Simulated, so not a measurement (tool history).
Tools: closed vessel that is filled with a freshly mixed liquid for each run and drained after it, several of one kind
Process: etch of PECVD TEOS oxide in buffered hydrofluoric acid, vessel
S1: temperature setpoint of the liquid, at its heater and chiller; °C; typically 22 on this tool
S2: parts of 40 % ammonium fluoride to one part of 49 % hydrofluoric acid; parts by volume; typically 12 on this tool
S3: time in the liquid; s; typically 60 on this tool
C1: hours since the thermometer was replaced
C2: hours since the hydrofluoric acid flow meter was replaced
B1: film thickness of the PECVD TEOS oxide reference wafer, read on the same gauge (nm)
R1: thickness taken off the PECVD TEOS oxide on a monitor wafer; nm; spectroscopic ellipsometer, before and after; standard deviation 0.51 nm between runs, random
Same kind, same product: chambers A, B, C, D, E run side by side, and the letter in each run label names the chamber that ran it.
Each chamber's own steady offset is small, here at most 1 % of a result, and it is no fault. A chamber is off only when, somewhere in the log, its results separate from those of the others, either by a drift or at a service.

{"run": "1B", "hour": 6.2, "S1": 22, "S2": 12, "S3": 60, "C1": 149.5, "C2": 274.1, "B1": 29.975, "R1": 56.037}
{"run": "2D", "hour": 18.5, "S1": 22, "S2": 12, "S3": 60, "C1": 570.0, "C2": 405.4, "B1": 30.013, "R1": 55.471}
{"run": "3E", "hour": 31.0, "S1": 22, "S2": 12, "S3": 60, "C1": 579.9, "C2": 497.7, "B1": 29.98, "R1": 55.183}
{"run": "4C", "hour": 43.8, "S1": 22, "S2": 12, "S3": 60, "C1": 1400.5, "C2": 67.5, "B1": 30.021, "R1": 56.414}
{"run": "5A", "hour": 50.2, "S1": 22, "S2": 12, "S3": 60, "C1": 2313.4, "C2": 199.4, "B1": 29.994, "R1": 55.674}
{"run": "6E", "hour": 56.1, "S1": 22, "S2": 16, "S3": 60, "C1": 605.0, "C2": 522.8, "B1": 30.032, "R1": 41.852}
{"run": "7C", "hour": 62.0, "S1": 22, "S2": 16, "S3": 60, "C1": 1418.7, "C2": 85.7, "B1": 30.029, "R1": 42.941}
{"run": "8A", "hour": 72.3, "S1": 22, "S2": 16, "S3": 60, "C1": 2335.5, "C2": 221.5, "B1": 30.024, "R1": 41.511}
{"run": "9B", "hour": 85.6, "S1": 22, "S2": 16, "S3": 60, "C1": 228.9, "C2": 353.5, "B1": 30.002, "R1": 42.57}
{"run": "10D", "hour": 91.6, "S1": 22, "S2": 16, "S3": 60, "C1": 643.1, "C2": 478.5, "B1": 30.019, "R1": 41.938}
{"run": "11C", "hour": 100.4, "S1": 22, "S2": 12, "S3": 60, "C1": 1457.1, "C2": 124.1, "B1": 30.024, "R1": 56.18}
{"run": "12D", "hour": 109.6, "S1": 22, "S2": 9, "S3": 60, "C1": 661.1, "C2": 496.5, "B1": 30.013, "R1": 71.523}
{"run": "13E", "hour": 122.6, "S1": 22, "S2": 9, "S3": 60, "C1": 671.5, "C2": 589.3, "B1": 29.993, "R1": 70.079}
{"run": "14A", "hour": 130.5, "S1": 22, "S2": 9, "S3": 60, "C1": 2393.7, "C2": 279.7, "B1": 30.003, "R1": 72.418}
{"run": "15B", "hour": 140.5, "S1": 22, "S2": 9, "S3": 60, "C1": 283.8, "C2": 408.4, "B1": 30.0, "R1": 70.535}
{"run": "16E", "hour": 151.4, "S1": 22, "S2": 9, "S3": 60, "C1": 700.3, "C2": 618.1, "B1": 30.005, "R1": 71.388}
{"run": "17A", "hour": 159.9, "S1": 22, "S2": 12, "S3": 60, "C1": 2423.1, "C2": 309.1, "B1": 29.967, "R1": 55.926}
{"run": "18C", "hour": 166.9, "S1": 22, "S2": 12, "S3": 60, "C1": 1523.6, "C2": 190.6, "B1": 29.978, "R1": 56.405}
{"run": "19B", "hour": 180.1, "S1": 22, "S2": 12, "S3": 60, "C1": 323.4, "C2": 448.0, "B1": 30.012, "R1": 56.358}
{"run": "20D", "hour": 191.4, "S1": 20, "S2": 12, "S3": 60, "C1": 742.9, "C2": 578.3, "B1": 29.995, "R1": 49.9}
{"run": "21C", "hour": 203.0, "S1": 20, "S2": 12, "S3": 60, "C1": 1559.7, "C2": 226.7, "B1": 30.015, "R1": 49.2}
{"run": "22A", "hour": 215.2, "S1": 20, "S2": 12, "S3": 60, "C1": 2478.4, "C2": 364.4, "B1": 30.018, "R1": 50.16}
{"run": "23D", "hour": 221.5, "S1": 20, "S2": 12, "S3": 60, "C1": 773.0, "C2": 608.4, "B1": 29.976, "R1": 49.9}
{"run": "24E", "hour": 234.4, "S1": 20, "S2": 12, "S3": 60, "C1": 783.3, "C2": 701.1, "B1": 30.048, "R1": 49.88}
{"run": "25B", "hour": 245.6, "S1": 22, "S2": 12, "S3": 60, "C1": 388.9, "C2": 513.5, "B1": 30.012, "R1": 55.879}
{"run": "26E", "hour": 254.8, "S1": 22, "S2": 12, "S3": 60, "C1": 803.7, "C2": 721.5, "B1": 30.003, "R1": 55.931}
{"run": "27D", "hour": 262.1, "S1": 22, "S2": 12, "S3": 60, "C1": 813.6, "C2": 649.0, "B1": 30.01, "R1": 55.848}
{"run": "28C", "hour": 274.5, "S1": 22, "S2": 12, "S3": 60, "C1": 1631.2, "C2": 298.2, "B1": 29.983, "R1": 54.18}
{"hour": 277.1, "done": "chamber E: hydrofluoric acid flow meter replaced"}
{"run": "29A", "hour": 280.4, "S1": 24, "S2": 12, "S3": 35, "C1": 2543.6, "C2": 429.6, "B1": 29.987, "R1": 36.655}
{"run": "30B", "hour": 288.9, "S1": 24, "S2": 12, "S3": 35, "C1": 432.2, "C2": 556.8, "B1": 30.01, "R1": 36.388}
{"run": "31B", "hour": 301.4, "S1": 24, "S2": 12, "S3": 35, "C1": 444.7, "C2": 569.3, "B1": 30.018, "R1": 36.717}
{"run": "32A", "hour": 307.6, "S1": 24, "S2": 12, "S3": 35, "C1": 2570.8, "C2": 456.8, "B1": 30.015, "R1": 36.787}
{"run": "33E", "hour": 317.0, "S1": 24, "S2": 12, "S3": 35, "C1": 865.9, "C2": 40.0, "B1": 30.021, "R1": 36.751}
{"run": "34C", "hour": 327.5, "S1": 22, "S2": 12, "S3": 60, "C1": 1684.2, "C2": 351.2, "B1": 29.985, "R1": 52.893}
{"run": "35D", "hour": 334.7, "S1": 22, "S2": 12, "S3": 60, "C1": 886.2, "C2": 721.6, "B1": 29.968, "R1": 55.278}
{"run": "36C", "hour": 343.0, "S1": 22, "S2": 12, "S3": 60, "C1": 1699.7, "C2": 366.7, "B1": 29.999, "R1": 51.681}
{"run": "37B", "hour": 352.5, "S1": 22, "S2": 12, "S3": 60, "C1": 495.8, "C2": 620.4, "B1": 29.986, "R1": 55.727}
{"run": "38A", "hour": 361.8, "S1": 22, "S2": 12, "S3": 60, "C1": 2625.0, "C2": 511.0, "B1": 29.994, "R1": 56.721}
{"run": "39D", "hour": 371.8, "S1": 22, "S2": 12, "S3": 60, "C1": 923.3, "C2": 758.7, "B1": 30.018, "R1": 55.938}
{"run": "40E", "hour": 385.1, "S1": 22, "S2": 12, "S3": 60, "C1": 934.0, "C2": 108.1, "B1": 29.984, "R1": 55.598}
{"run": "41C", "hour": 397.3, "S1": 22, "S2": 12, "S3": 60, "C1": 1754.0, "C2": 421.0, "B1": 29.998, "R1": 51.279}
{"run": "42A", "hour": 403.8, "S1": 22, "S2": 12, "S3": 60, "C1": 2667.0, "C2": 553.0, "B1": 29.986, "R1": 55.801}
{"run": "43E", "hour": 415.2, "S1": 22, "S2": 12, "S3": 60, "C1": 964.1, "C2": 138.2, "B1": 30.006, "R1": 56.59}

Is one chamber off against the others, does the gauge drift, or is nothing wrong? If a chamber is off, say which, and what the likeliest cause is.

Little by little, chamber C moves away from the other chambers.
Cause: liquid colder than its thermometer reads (K) = 1.83.
From this log alone, it may not be told apart from: hydrofluoric acid flow below the setpoint (%).

Below are 4 candidate recipes for chamber C's next run, each the usual settings with a change, their results shown as question marks. Which of them brings C's results back in line with what the other chambers give on the usual settings?
To be in line, a result may differ from the other chambers' mean on the usual settings by at most: R1 1.800 nm
{"run": "44C-1", "hour": 424.8, "S1": 21.5, "S2": 12.5, "S3": 55, "R1": "?"}
{"run": "44C-2", "hour": 424.8, "S1": 22.0, "S2": 12.0, "S3": 70, "R1": "?"}
{"run": "44C-3", "hour": 424.8, "S1": 21.5, "S2": 13.0, "S3": 60, "R1": "?"}
{"run": "44C-4", "hour": 424.8, "S1": 22.5, "S2": 12.0, "S3": 65, "R1": "?"}

The other chambers' mean on the usual settings: R1 55.856 nm
run=44C-1 R1=43.382
run=44C-2 R1=59.033
run=44C-3 R1=45.566
run=44C-4 R1=56.369
It is 44C-4 that realigns the chamber with its peers.

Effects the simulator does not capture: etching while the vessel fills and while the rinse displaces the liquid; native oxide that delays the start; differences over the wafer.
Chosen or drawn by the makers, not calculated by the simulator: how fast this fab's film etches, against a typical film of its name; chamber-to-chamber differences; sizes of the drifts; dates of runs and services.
